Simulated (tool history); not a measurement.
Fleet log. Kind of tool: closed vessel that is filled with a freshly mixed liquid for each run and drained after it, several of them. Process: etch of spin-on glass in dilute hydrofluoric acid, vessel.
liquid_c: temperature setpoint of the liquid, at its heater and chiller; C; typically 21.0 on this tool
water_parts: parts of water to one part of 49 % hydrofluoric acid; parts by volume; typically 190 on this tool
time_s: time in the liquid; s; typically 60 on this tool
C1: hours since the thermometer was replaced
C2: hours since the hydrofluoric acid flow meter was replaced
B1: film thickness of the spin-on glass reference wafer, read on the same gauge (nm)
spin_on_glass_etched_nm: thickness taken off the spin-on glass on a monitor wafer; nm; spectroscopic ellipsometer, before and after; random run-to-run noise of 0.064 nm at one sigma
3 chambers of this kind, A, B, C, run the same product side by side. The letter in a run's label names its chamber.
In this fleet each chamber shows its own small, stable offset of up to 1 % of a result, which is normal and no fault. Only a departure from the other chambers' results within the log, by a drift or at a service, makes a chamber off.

Run 1C, day 0.475: usual settings; C1 793.8; C2 551.8; B1 69.991. Result: spin_on_glass_etched_nm 8.0906 nm.
Run 2A, day 0.954: usual settings; C1 1424.4; C2 813.0; B1 70.014. Result: spin_on_glass_etched_nm 7.9077 nm.
Run 3B, day 1.329: usual settings; C1 104.4; C2 139.1; B1 70.017. Result: spin_on_glass_etched_nm 8.0691 nm.
Run 4A, day 1.675: usual settings; C1 1441.7; C2 830.3; B1 70.001. Result: spin_on_glass_etched_nm 7.9189 nm.
Run 5B, day 2.083: usual settings but water_parts 105 parts by volume, time_s 30 s; C1 122.5; C2 157.2; B1 70.021. Result: spin_on_glass_etched_nm 8.0696 nm.
Run 6C, day 2.442: usual settings but water_parts 105 parts by volume, time_s 30 s; C1 841.0; C2 599.0; B1 69.992. Result: spin_on_glass_etched_nm 7.9363 nm.
Run 7A, day 2.771: usual settings but water_parts 105 parts by volume, time_s 30 s; C1 1468.0; C2 856.6; B1 69.999. Result: spin_on_glass_etched_nm 7.7825 nm.
Run 8B, day 3.067: usual settings; C1 146.1; C2 180.8; B1 69.970. Result: spin_on_glass_etched_nm 7.8381 nm.
Run 9C, day 3.396: usual settings; C1 863.9; C2 621.9; B1 69.974. Result: spin_on_glass_etched_nm 7.9065 nm.
At day 3.554: chamber A: hydrofluoric acid flow meter replaced.
Run 10A, day 3.783: usual settings; C1 1492.3; C2 5.5; B1 69.977. Result: spin_on_glass_etched_nm 7.9042 nm.
Run 11C, day 4.221: usual settings; C1 883.7; C2 641.7; B1 70.034. Result: spin_on_glass_etched_nm 7.9579 nm.
Run 12B, day 4.538: usual settings; C1 181.4; C2 216.1; B1 69.985. Result: spin_on_glass_etched_nm 7.9556 nm.
Run 13C, day 4.950: usual settings; C1 901.2; C2 659.2; B1 69.981. Result: spin_on_glass_etched_nm 7.9269 nm.
Run 14A, day 5.383: usual settings; C1 1530.7; C2 43.9; B1 70.014. Result: spin_on_glass_etched_nm 7.9247 nm.
Run 15B, day 5.762: usual settings; C1 210.8; C2 245.5; B1 70.024. Result: spin_on_glass_etched_nm 8.0280 nm.
Run 16C, day 6.046: usual settings; C1 927.5; C2 685.5; B1 69.983. Result: spin_on_glass_etched_nm 7.7625 nm.
Run 17A, day 6.500: usual settings; C1 1557.5; C2 70.7; B1 69.967. Result: spin_on_glass_etched_nm 7.8526 nm.
Run 18B, day 6.904: usual settings but liquid_c 25.5 C, time_s 85 s; C1 238.2; C2 272.9; B1 70.017. Result: spin_on_glass_etched_nm 13.3400 nm.
Run 19B, day 7.200: usual settings but liquid_c 25.5 C, time_s 85 s; C1 245.3; C2 280.0; B1 70.018. Result: spin_on_glass_etched_nm 13.5590 nm.
Run 20A, day 7.671: usual settings but liquid_c 25.5 C, time_s 85 s; C1 1585.6; C2 98.8; B1 70.017. Result: spin_on_glass_etched_nm 13.1530 nm.
Run 21C, day 7.896: usual settings; C1 971.9; C2 729.9; B1 70.013. Result: spin_on_glass_etched_nm 7.6876 nm.
Run 22C, day 8.367: usual settings; C1 983.2; C2 741.2; B1 70.013. Result: spin_on_glass_etched_nm 7.5668 nm.
Run 23B, day 8.688: usual settings; C1 281.0; C2 315.7; B1 69.984. Result: spin_on_glass_etched_nm 7.9854 nm.

Does one chamber stand apart from the rest, does the shared gauge drift, or is all well apart from small per-chamber offsets? Give the chamber and the most likely cause, where there is one.

It is chamber C that slowly wanders off from its peers.
What lies behind it: liquid colder than its thermometer reads (K) = 1.44.
With only this log, it may be confused with: hydrofluoric acid flow below the setpoint (%).

Chamber C could run next with any of the 4 candidate recipes listed below; each alters the usual settings, and their results appear as question marks. Which one brings its results back in line with what the other chambers deliver on the usual settings?
In line means no further than this from the other chambers' mean on the usual settings: spin_on_glass_etched_nm 0.2200 nm
Run 24C-1, day 9.033: usual settings but water_parts 175 parts by volume. Result: spin_on_glass_etched_nm ?.
Run 24C-2, day 9.033: usual settings but liquid_c 20.0 C. Result: spin_on_glass_etched_nm ?.
Run 24C-3, day 9.033: usual settings but liquid_c 22.0 C. Result: spin_on_glass_etched_nm ?.
Run 24C-4, day 9.033: usual settings but water_parts 205 parts by volume. Result: spin_on_glass_etched_nm ?.

Other chambers, usual settings, mean: spin_on_glass_etched_nm 7.9394 nm
  run  spin_on_glass_etched_nm
24C-1                   8.2814
24C-2                   7.2390
24C-3                   7.8175
24C-4                   6.8823
24C-3 puts the chamber back in line with the other chambers.

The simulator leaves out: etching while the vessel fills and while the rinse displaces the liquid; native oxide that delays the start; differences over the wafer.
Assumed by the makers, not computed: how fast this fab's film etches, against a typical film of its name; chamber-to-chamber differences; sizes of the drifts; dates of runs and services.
